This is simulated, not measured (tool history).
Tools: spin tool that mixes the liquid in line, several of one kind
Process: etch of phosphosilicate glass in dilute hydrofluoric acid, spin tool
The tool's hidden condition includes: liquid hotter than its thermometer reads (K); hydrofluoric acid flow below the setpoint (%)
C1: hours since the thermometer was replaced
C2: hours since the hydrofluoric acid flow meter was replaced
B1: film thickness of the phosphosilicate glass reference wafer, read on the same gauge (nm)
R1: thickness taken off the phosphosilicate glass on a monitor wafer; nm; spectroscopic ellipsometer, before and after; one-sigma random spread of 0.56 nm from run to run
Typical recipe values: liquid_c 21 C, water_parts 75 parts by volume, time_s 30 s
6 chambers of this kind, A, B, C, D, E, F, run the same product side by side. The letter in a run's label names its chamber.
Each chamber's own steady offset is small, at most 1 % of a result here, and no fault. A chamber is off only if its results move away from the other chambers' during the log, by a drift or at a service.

run 1D hour=8.7 | liquid_c=21 water_parts=75 time_s=30 | C1=1141.5 C2=699.9 | B1=50 | R1=73.74
-- hour=9.7 chamber C: thermometer replaced
run 2F hour=18.1 | liquid_c=21 water_parts=75 time_s=30 | C1=1727.9 C2=19.1 | B1=50.009 | R1=73.805
run 3E hour=23.5 | liquid_c=21 water_parts=75 time_s=30 | C1=320.5 C2=496.7 | B1=49.99 | R1=71.989
run 4C hour=32.9 | liquid_c=21 water_parts=75 time_s=30 | C1=23.2 C2=929.4 | B1=50.014 | R1=73.736
run 5A hour=42.1 | liquid_c=21 water_parts=75 time_s=30 | C1=570.4 C2=885.4 | B1=50.011 | R1=73.122
run 6B hour=48.1 | liquid_c=21 water_parts=75 time_s=30 | C1=2849.2 C2=129.6 | B1=49.985 | R1=73.636
run 7B hour=59.5 | liquid_c=21 water_parts=75 time_s=30 | C1=2860.6 C2=141 | B1=49.976 | R1=72.359
run 8F hour=71.2 | liquid_c=21 water_parts=75 time_s=30 | C1=1781 C2=72.2 | B1=49.996 | R1=74.436
run 9A hour=81.1 | liquid_c=21 water_parts=75 time_s=30 | C1=609.4 C2=924.4 | B1=49.987 | R1=72.42
-- hour=88.8 chamber B: thermometer replaced
run 10C hour=90.7 | liquid_c=21 water_parts=75 time_s=30 | C1=81 C2=987.2 | B1=50.009 | R1=71.46
run 11E hour=100.1 | liquid_c=21 water_parts=75 time_s=30 | C1=397.1 C2=573.3 | B1=50.02 | R1=72.271
run 12D hour=106.8 | liquid_c=21 water_parts=75 time_s=30 | C1=1239.6 C2=798 | B1=49.999 | R1=73.319
run 13B hour=114.3 | liquid_c=21 water_parts=75 time_s=30 | C1=25.5 C2=195.8 | B1=50.012 | R1=73.263
run 14F hour=123.6 | liquid_c=21 water_parts=75 time_s=30 | C1=1833.4 C2=124.6 | B1=50 | R1=74.255
run 15A hour=130.7 | liquid_c=21 water_parts=75 time_s=40 | C1=659 C2=974 | B1=49.999 | R1=97.429
run 16E hour=142.1 | liquid_c=21 water_parts=75 time_s=40 | C1=439.1 C2=615.3 | B1=49.997 | R1=95.65
run 17D hour=150.9 | liquid_c=21 water_parts=75 time_s=40 | C1=1283.7 C2=842.1 | B1=50.013 | R1=98.714
run 18C hour=156.8 | liquid_c=21 water_parts=75 time_s=40 | C1=147.1 C2=1053.3 | B1=50.02 | R1=92.672
run 19F hour=165.9 | liquid_c=21 water_parts=75 time_s=40 | C1=1875.7 C2=166.9 | B1=50.026 | R1=98.173
run 20B hour=172.8 | liquid_c=21 water_parts=75 time_s=40 | C1=84 C2=254.3 | B1=49.995 | R1=97.634
run 21E hour=178.6 | liquid_c=21 water_parts=75 time_s=30 | C1=475.6 C2=651.8 | B1=50.007 | R1=73.082
run 22A hour=184.7 | liquid_c=21 water_parts=75 time_s=30 | C1=713 C2=1028 | B1=49.991 | R1=71.472
run 23D hour=196.5 | liquid_c=21 water_parts=75 time_s=30 | C1=1329.3 C2=887.7 | B1=49.999 | R1=73.977
run 24C hour=202.7 | liquid_c=21 water_parts=75 time_s=30 | C1=193 C2=1099.2 | B1=49.996 | R1=68.529
run 25D hour=213.7 | liquid_c=21 water_parts=75 time_s=30 | C1=1346.5 C2=904.9 | B1=49.985 | R1=73.502
run 26A hour=224.5 | liquid_c=21 water_parts=75 time_s=30 | C1=752.8 C2=1067.8 | B1=49.988 | R1=73.184
run 27C hour=229.9 | liquid_c=21 water_parts=75 time_s=30 | C1=220.2 C2=1126.4 | B1=49.987 | R1=68.997
run 28B hour=236.1 | liquid_c=21 water_parts=75 time_s=30 | C1=147.3 C2=317.6 | B1=50.009 | R1=73.551
run 29F hour=241.4 | liquid_c=21 water_parts=75 time_s=30 | C1=1951.2 C2=242.4 | B1=50.01 | R1=73.131
run 30E hour=249.4 | liquid_c=21 water_parts=75 time_s=30 | C1=546.4 C2=722.6 | B1=50.01 | R1=71.651
run 31A hour=260.1 | liquid_c=21 water_parts=75 time_s=30 | C1=788.4 C2=1103.4 | B1=50 | R1=72.893
run 32B hour=269.6 | liquid_c=21 water_parts=75 time_s=30 | C1=180.8 C2=351.1 | B1=50.012 | R1=72.542
run 33D hour=275.7 | liquid_c=17 water_parts=75 time_s=30 | C1=1408.5 C2=966.9 | B1=50.002 | R1=62.011
run 34E hour=281.8 | liquid_c=17 water_parts=75 time_s=30 | C1=578.8 C2=755 | B1=50.016 | R1=61.671
run 35C hour=291.4 | liquid_c=17 water_parts=75 time_s=30 | C1=281.7 C2=1187.9 | B1=50.006 | R1=55.549
run 36F hour=302.5 | liquid_c=17 water_parts=75 time_s=30 | C1=2012.3 C2=303.5 | B1=49.995 | R1=61.566

The same settings go to every chamber for the next run, one line per chamber below. Forecast the results for each:
run 37A hour=310.9 | liquid_c=21 water_parts=115 time_s=30 | R1=?
run 37B hour=310.9 | liquid_c=21 water_parts=115 time_s=30 | R1=?
run 37C hour=310.9 | liquid_c=21 water_parts=115 time_s=30 | R1=?
run 37D hour=310.9 | liquid_c=21 water_parts=115 time_s=30 | R1=?
run 37E hour=310.9 | liquid_c=21 water_parts=115 time_s=30 | R1=?
run 37F hour=310.9 | liquid_c=21 water_parts=115 time_s=30 | R1=?

run=37A R1=45.436
run=37B R1=45.725
run=37C R1=40.521
run=37D R1=45.531
run=37E R1=45.168
run=37F R1=45.716

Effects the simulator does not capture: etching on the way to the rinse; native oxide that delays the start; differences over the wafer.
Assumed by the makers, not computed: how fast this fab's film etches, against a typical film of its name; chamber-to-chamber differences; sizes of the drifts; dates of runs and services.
